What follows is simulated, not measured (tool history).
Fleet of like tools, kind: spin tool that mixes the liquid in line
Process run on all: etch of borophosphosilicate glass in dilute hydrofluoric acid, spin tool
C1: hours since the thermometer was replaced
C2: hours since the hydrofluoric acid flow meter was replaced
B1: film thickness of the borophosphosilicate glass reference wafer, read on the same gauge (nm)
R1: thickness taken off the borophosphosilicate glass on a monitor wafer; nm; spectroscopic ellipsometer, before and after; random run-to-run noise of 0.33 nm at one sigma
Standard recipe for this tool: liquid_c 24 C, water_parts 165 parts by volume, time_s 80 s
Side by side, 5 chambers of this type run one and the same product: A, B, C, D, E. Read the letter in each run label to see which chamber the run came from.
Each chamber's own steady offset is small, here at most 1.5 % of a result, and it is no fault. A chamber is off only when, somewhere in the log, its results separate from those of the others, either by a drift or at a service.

{"run": "1C", "hour": 6.4, "liquid_c": 24, "water_parts": 165, "time_s": 80, "C1": 776, "C2": 227.6, "B1": 99.936, "R1": 38.858}
{"run": "2E", "hour": 11.8, "liquid_c": 24, "water_parts": 165, "time_s": 80, "C1": 72.3, "C2": 144.2, "B1": 99.982, "R1": 38.301}
{"run": "3D", "hour": 19.2, "liquid_c": 24, "water_parts": 165, "time_s": 80, "C1": 722.2, "C2": 756, "B1": 100, "R1": 38.846}
{"run": "4B", "hour": 27.2, "liquid_c": 24, "water_parts": 165, "time_s": 80, "C1": 205.6, "C2": 537.4, "B1": 99.959, "R1": 38.246}
{"run": "5A", "hour": 31.6, "liquid_c": 24, "water_parts": 165, "time_s": 80, "C1": 288, "C2": 628.4, "B1": 100.04, "R1": 39.466}
{"run": "6A", "hour": 38.5, "liquid_c": 24, "water_parts": 165, "time_s": 80, "C1": 294.9, "C2": 635.3, "B1": 100.01, "R1": 39.093}
{"run": "7D", "hour": 43.7, "liquid_c": 24, "water_parts": 165, "time_s": 80, "C1": 746.7, "C2": 780.5, "B1": 100, "R1": 39.021}
{"run": "8B", "hour": 51.1, "liquid_c": 24, "water_parts": 165, "time_s": 80, "C1": 229.5, "C2": 561.3, "B1": 99.986, "R1": 39.073}
{"run": "9C", "hour": 55.0, "liquid_c": 24, "water_parts": 165, "time_s": 80, "C1": 824.6, "C2": 276.2, "B1": 99.995, "R1": 38.897}
{"run": "10E", "hour": 60.6, "liquid_c": 24, "water_parts": 165, "time_s": 80, "C1": 121.1, "C2": 193, "B1": 100, "R1": 38.439}
{"run": "11E", "hour": 66.0, "liquid_c": 24, "water_parts": 165, "time_s": 80, "C1": 126.5, "C2": 198.4, "B1": 100.02, "R1": 39.12}
{"run": "12C", "hour": 70.7, "liquid_c": 24, "water_parts": 165, "time_s": 80, "C1": 840.3, "C2": 291.9, "B1": 99.98, "R1": 38.529}
{"run": "13B", "hour": 78.6, "liquid_c": 19.5, "water_parts": 220, "time_s": 80, "C1": 257, "C2": 588.8, "B1": 99.93, "R1": 23.671}
{"run": "14A", "hour": 86.3, "liquid_c": 19.5, "water_parts": 220, "time_s": 80, "C1": 342.7, "C2": 683.1, "B1": 99.996, "R1": 23.349}
{"run": "15D", "hour": 93.4, "liquid_c": 19.5, "water_parts": 220, "time_s": 80, "C1": 796.4, "C2": 830.2, "B1": 100.04, "R1": 22.861}
{"run": "16A", "hour": 100.6, "liquid_c": 19.5, "water_parts": 220, "time_s": 80, "C1": 357, "C2": 697.4, "B1": 100.02, "R1": 23.175}
{"run": "17E", "hour": 107.9, "liquid_c": 19.5, "water_parts": 220, "time_s": 80, "C1": 168.4, "C2": 240.3, "B1": 100.01, "R1": 23.333}
{"run": "18D", "hour": 115.4, "liquid_c": 24, "water_parts": 165, "time_s": 105, "C1": 818.4, "C2": 852.2, "B1": 99.981, "R1": 50.539}
{"hour": 118.6, "done": "chamber D: hydrofluoric acid flow meter replaced"}
{"run": "19C", "hour": 121.5, "liquid_c": 24, "water_parts": 165, "time_s": 105, "C1": 891.1, "C2": 342.7, "B1": 99.985, "R1": 50.624}
{"run": "20B", "hour": 125.5, "liquid_c": 24, "water_parts": 165, "time_s": 105, "C1": 303.9, "C2": 635.7, "B1": 99.945, "R1": 51.399}
{"run": "21C", "hour": 129.9, "liquid_c": 24, "water_parts": 165, "time_s": 105, "C1": 899.5, "C2": 351.1, "B1": 99.954, "R1": 50.57}
{"run": "22B", "hour": 137.2, "liquid_c": 24, "water_parts": 165, "time_s": 105, "C1": 315.6, "C2": 647.4, "B1": 100.03, "R1": 51.593}
{"run": "23E", "hour": 143.8, "liquid_c": 24, "water_parts": 165, "time_s": 80, "C1": 204.3, "C2": 276.2, "B1": 100.01, "R1": 38.557}
{"run": "24A", "hour": 147.6, "liquid_c": 24, "water_parts": 165, "time_s": 80, "C1": 404, "C2": 744.4, "B1": 100.03, "R1": 39.239}
{"run": "25D", "hour": 151.9, "liquid_c": 24, "water_parts": 165, "time_s": 80, "C1": 854.9, "C2": 33.3, "B1": 99.971, "R1": 38.435}
{"run": "26E", "hour": 159.1, "liquid_c": 24, "water_parts": 165, "time_s": 80, "C1": 219.6, "C2": 291.5, "B1": 99.963, "R1": 38.323}
{"run": "27B", "hour": 166.3, "liquid_c": 24, "water_parts": 165, "time_s": 80, "C1": 344.7, "C2": 676.5, "B1": 99.977, "R1": 39.736}
{"run": "28D", "hour": 173.2, "liquid_c": 24, "water_parts": 165, "time_s": 80, "C1": 876.2, "C2": 54.6, "B1": 100.02, "R1": 38.353}
{"run": "29A", "hour": 177.3, "liquid_c": 24, "water_parts": 165, "time_s": 80, "C1": 433.7, "C2": 774.1, "B1": 99.974, "R1": 38.859}
{"run": "30C", "hour": 184.4, "liquid_c": 24, "water_parts": 165, "time_s": 80, "C1": 954, "C2": 405.6, "B1": 99.973, "R1": 38.756}
{"run": "31D", "hour": 188.0, "liquid_c": 24, "water_parts": 165, "time_s": 80, "C1": 891, "C2": 69.4, "B1": 99.981, "R1": 39.205}
{"run": "32E", "hour": 196.0, "liquid_c": 24, "water_parts": 165, "time_s": 80, "C1": 256.5, "C2": 328.4, "B1": 99.976, "R1": 38.464}
{"run": "33C", "hour": 201.8, "liquid_c": 24, "water_parts": 165, "time_s": 80, "C1": 971.4, "C2": 423, "B1": 99.986, "R1": 38.15}
{"run": "34B", "hour": 208.8, "liquid_c": 24, "water_parts": 165, "time_s": 80, "C1": 387.2, "C2": 719, "B1": 99.952, "R1": 40.114}
{"run": "35A", "hour": 214.4, "liquid_c": 24, "water_parts": 165, "time_s": 80, "C1": 470.8, "C2": 811.2, "B1": 99.995, "R1": 38.889}
{"run": "36D", "hour": 221.7, "liquid_c": 24, "water_parts": 230, "time_s": 80, "C1": 924.7, "C2": 103.1, "B1": 100.02, "R1": 25.938}
{"run": "37C", "hour": 225.5, "liquid_c": 24, "water_parts": 230, "time_s": 80, "C1": 995.1, "C2": 446.7, "B1": 100.02, "R1": 26.09}
{"run": "38E", "hour": 229.2, "liquid_c": 24, "water_parts": 230, "time_s": 80, "C1": 289.7, "C2": 361.6, "B1": 99.994, "R1": 25.939}
{"run": "39A", "hour": 236.5, "liquid_c": 24, "water_parts": 230, "time_s": 80, "C1": 492.9, "C2": 833.3, "B1": 99.962, "R1": 26.335}
{"run": "40B", "hour": 240.2, "liquid_c": 24, "water_parts": 230, "time_s": 80, "C1": 418.6, "C2": 750.4, "B1": 100.01, "R1": 27.596}
{"run": "41B", "hour": 244.4, "liquid_c": 24, "water_parts": 165, "time_s": 80, "C1": 422.8, "C2": 754.6, "B1": 100.02, "R1": 40.982}
{"run": "42E", "hour": 249.1, "liquid_c": 24, "water_parts": 165, "time_s": 80, "C1": 309.6, "C2": 381.5, "B1": 99.99, "R1": 38.294}
{"run": "43C", "hour": 255.0, "liquid_c": 24, "water_parts": 165, "time_s": 80, "C1": 1024.6, "C2": 476.2, "B1": 100.04, "R1": 39.075}
{"run": "44A", "hour": 259.8, "liquid_c": 24, "water_parts": 165, "time_s": 80, "C1": 516.2, "C2": 856.6, "B1": 100.05, "R1": 39.027}

Is one chamber off against the others, does the gauge drift, or is nothing wrong? If a chamber is off, say which, and what the likeliest cause is.

One chamber, B, drifts off from the rest bit by bit.
Most likely cause: hydrofluoric acid flow above the setpoint (%) = 4.46.
Not necessarily distinguishable in this log from: liquid hotter than its thermometer reads (K).

Which of the 4 candidates below, each the usual settings with something changed and its results left as question marks, puts chamber B back in line with what the other chambers give on the usual settings?
In-line tolerance around the mean of the other chambers on the usual settings: R1 1.2 nm
{"run": "45B-1", "hour": 265.5, "liquid_c": 24, "water_parts": 165, "time_s": 90, "R1": "?"}
{"run": "45B-2", "hour": 265.5, "liquid_c": 23.5, "water_parts": 180, "time_s": 80, "R1": "?"}
{"run": "45B-3", "hour": 265.5, "liquid_c": 22.5, "water_parts": 165, "time_s": 80, "R1": "?"}
{"run": "45B-4", "hour": 265.5, "liquid_c": 25.5, "water_parts": 165, "time_s": 80, "R1": "?"}

What the other chambers average on the usual settings: R1 38.783 nm
run=45B-1 R1=45.837
run=45B-2 R1=36.104
run=45B-3 R1=38.422
run=45B-4 R1=43.15
It is 45B-3 that realigns the chamber with its peers.
